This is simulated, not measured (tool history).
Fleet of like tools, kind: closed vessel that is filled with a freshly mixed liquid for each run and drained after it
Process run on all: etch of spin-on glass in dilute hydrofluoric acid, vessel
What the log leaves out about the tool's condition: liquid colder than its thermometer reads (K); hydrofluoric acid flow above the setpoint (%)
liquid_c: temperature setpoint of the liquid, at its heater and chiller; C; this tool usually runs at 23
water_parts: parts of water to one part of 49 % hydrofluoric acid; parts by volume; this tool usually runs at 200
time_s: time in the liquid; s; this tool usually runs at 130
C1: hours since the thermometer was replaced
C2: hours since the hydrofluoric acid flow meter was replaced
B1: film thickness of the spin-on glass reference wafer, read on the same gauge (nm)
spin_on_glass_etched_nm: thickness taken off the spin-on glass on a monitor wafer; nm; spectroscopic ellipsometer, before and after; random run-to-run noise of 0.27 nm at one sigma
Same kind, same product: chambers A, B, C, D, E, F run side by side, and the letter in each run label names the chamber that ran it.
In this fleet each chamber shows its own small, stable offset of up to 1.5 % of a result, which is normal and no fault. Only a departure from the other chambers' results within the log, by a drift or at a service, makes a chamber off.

run 1F hour=6.1 | liquid_c=23 water_parts=200 time_s=130 | C1=2115.3 C2=525.4 | B1=129.96 | spin_on_glass_etched_nm=34.691
run 2B hour=14.8 | liquid_c=23 water_parts=200 time_s=130 | C1=128.7 C2=841.5 | B1=130.02 | spin_on_glass_etched_nm=34.927
run 3A hour=23.2 | liquid_c=23 water_parts=200 time_s=130 | C1=1067.4 C2=570.5 | B1=130.04 | spin_on_glass_etched_nm=35.594
run 4C hour=32.4 | liquid_c=23 water_parts=200 time_s=130 | C1=383.8 C2=534.1 | B1=129.99 | spin_on_glass_etched_nm=35.176
-- hour=39.2 chamber D: thermometer replaced
run 5E hour=39.6 | liquid_c=23 water_parts=200 time_s=130 | C1=281.6 C2=1534.2 | B1=130 | spin_on_glass_etched_nm=34.819
run 6D hour=46.9 | liquid_c=23 water_parts=200 time_s=60 | C1=7.7 C2=907.6 | B1=130.02 | spin_on_glass_etched_nm=16.146
run 7D hour=56.4 | liquid_c=23 water_parts=200 time_s=60 | C1=17.2 C2=917.1 | B1=129.95 | spin_on_glass_etched_nm=16.216
run 8A hour=64.2 | liquid_c=23 water_parts=200 time_s=60 | C1=1108.4 C2=611.5 | B1=130 | spin_on_glass_etched_nm=16.179
run 9B hour=71.9 | liquid_c=23 water_parts=200 time_s=60 | C1=185.8 C2=898.6 | B1=130.03 | spin_on_glass_etched_nm=15.903
run 10E hour=77.8 | liquid_c=23 water_parts=200 time_s=60 | C1=319.8 C2=1572.4 | B1=130 | spin_on_glass_etched_nm=16.238
run 11F hour=83.2 | liquid_c=23 water_parts=200 time_s=60 | C1=2192.4 C2=602.5 | B1=130.01 | spin_on_glass_etched_nm=16.079
run 12C hour=87.9 | liquid_c=23 water_parts=200 time_s=130 | C1=439.3 C2=589.6 | B1=130 | spin_on_glass_etched_nm=34.9
run 13C hour=93.8 | liquid_c=23 water_parts=200 time_s=130 | C1=445.2 C2=595.5 | B1=129.99 | spin_on_glass_etched_nm=35.323
run 14D hour=100.5 | liquid_c=23 water_parts=200 time_s=130 | C1=61.3 C2=961.2 | B1=130 | spin_on_glass_etched_nm=34.826
run 15E hour=108.3 | liquid_c=20.5 water_parts=240 time_s=130 | C1=350.3 C2=1602.9 | B1=130.02 | spin_on_glass_etched_nm=25.622
run 16F hour=112.8 | liquid_c=20.5 water_parts=240 time_s=130 | C1=2222 C2=632.1 | B1=129.96 | spin_on_glass_etched_nm=25.691
run 17A hour=117.4 | liquid_c=20.5 water_parts=240 time_s=130 | C1=1161.6 C2=664.7 | B1=129.99 | spin_on_glass_etched_nm=25.652
run 18B hour=121.8 | liquid_c=20.5 water_parts=240 time_s=130 | C1=235.7 C2=948.5 | B1=130.01 | spin_on_glass_etched_nm=25.334
run 19D hour=126.9 | liquid_c=20.5 water_parts=240 time_s=130 | C1=87.7 C2=987.6 | B1=129.99 | spin_on_glass_etched_nm=25.547
run 20B hour=132.2 | liquid_c=20.5 water_parts=240 time_s=130 | C1=246.1 C2=958.9 | B1=129.98 | spin_on_glass_etched_nm=25.387
run 21F hour=136.8 | liquid_c=23 water_parts=200 time_s=130 | C1=2246 C2=656.1 | B1=130.04 | spin_on_glass_etched_nm=35.469
run 22A hour=142.9 | liquid_c=23 water_parts=200 time_s=130 | C1=1187.1 C2=690.2 | B1=129.95 | spin_on_glass_etched_nm=35.09
run 23E hour=148.4 | liquid_c=23 water_parts=200 time_s=130 | C1=390.4 C2=1643 | B1=130.02 | spin_on_glass_etched_nm=34.862
run 24C hour=155.5 | liquid_c=23 water_parts=200 time_s=55 | C1=506.9 C2=657.2 | B1=129.99 | spin_on_glass_etched_nm=14.77
run 25A hour=161.7 | liquid_c=23 water_parts=200 time_s=55 | C1=1205.9 C2=709 | B1=130.02 | spin_on_glass_etched_nm=14.919
run 26B hour=166.2 | liquid_c=23 water_parts=200 time_s=55 | C1=280.1 C2=992.9 | B1=130 | spin_on_glass_etched_nm=14.589
run 27C hour=171.5 | liquid_c=23 water_parts=200 time_s=55 | C1=522.9 C2=673.2 | B1=130.03 | spin_on_glass_etched_nm=14.86
run 28D hour=177.8 | liquid_c=23 water_parts=200 time_s=55 | C1=138.6 C2=1038.5 | B1=130.02 | spin_on_glass_etched_nm=14.655
run 29F hour=184.2 | liquid_c=23 water_parts=200 time_s=55 | C1=2293.4 C2=703.5 | B1=130.02 | spin_on_glass_etched_nm=15.259
run 30E hour=192.2 | liquid_c=23 water_parts=200 time_s=130 | C1=434.2 C2=1686.8 | B1=129.98 | spin_on_glass_etched_nm=35.259
run 31E hour=201.3 | liquid_c=23 water_parts=200 time_s=130 | C1=443.3 C2=1695.9 | B1=129.98 | spin_on_glass_etched_nm=34.761
-- hour=209 chamber F: thermometer replaced
run 32F hour=209.5 | liquid_c=23 water_parts=200 time_s=130 | C1=0.6 C2=728.8 | B1=130 | spin_on_glass_etched_nm=37.499
run 33C hour=213.7 | liquid_c=23 water_parts=200 time_s=130 | C1=565.1 C2=715.4 | B1=129.95 | spin_on_glass_etched_nm=35.244
run 34A hour=220.9 | liquid_c=23 water_parts=200 time_s=130 | C1=1265.1 C2=768.2 | B1=130.01 | spin_on_glass_etched_nm=35.084
run 35D hour=229.6 | liquid_c=23 water_parts=200 time_s=130 | C1=190.4 C2=1090.3 | B1=130.01 | spin_on_glass_etched_nm=35.272
run 36B hour=237.7 | liquid_c=23 water_parts=200 time_s=130 | C1=351.6 C2=1064.4 | B1=130.01 | spin_on_glass_etched_nm=34.875
run 37E hour=245.6 | liquid_c=23 water_parts=200 time_s=130 | C1=487.6 C2=1740.2 | B1=130.06 | spin_on_glass_etched_nm=34.844
run 38F hour=250.2 | liquid_c=23 water_parts=200 time_s=130 | C1=41.3 C2=769.5 | B1=129.98 | spin_on_glass_etched_nm=38.138
run 39A hour=255 | liquid_c=23 water_parts=200 time_s=130 | C1=1299.2 C2=802.3 | B1=130 | spin_on_glass_etched_nm=34.855

Next, all 6 chambers run the settings below, one line each with question marks for the results. What does each chamber give?
run 40A hour=261.9 | liquid_c=23 water_parts=200 time_s=130 | spin_on_glass_etched_nm=?
run 40B hour=261.9 | liquid_c=23 water_parts=200 time_s=130 | spin_on_glass_etched_nm=?
run 40C hour=261.9 | liquid_c=23 water_parts=200 time_s=130 | spin_on_glass_etched_nm=?
run 40D hour=261.9 | liquid_c=23 water_parts=200 time_s=130 | spin_on_glass_etched_nm=?
run 40E hour=261.9 | liquid_c=23 water_parts=200 time_s=130 | spin_on_glass_etched_nm=?
run 40F hour=261.9 | liquid_c=23 water_parts=200 time_s=130 | spin_on_glass_etched_nm=?

run=40A spin_on_glass_etched_nm=35.009
run=40B spin_on_glass_etched_nm=34.909
run=40C spin_on_glass_etched_nm=35.477
run=40D spin_on_glass_etched_nm=35.43
run=40E spin_on_glass_etched_nm=35.013
run=40F spin_on_glass_etched_nm=38.41
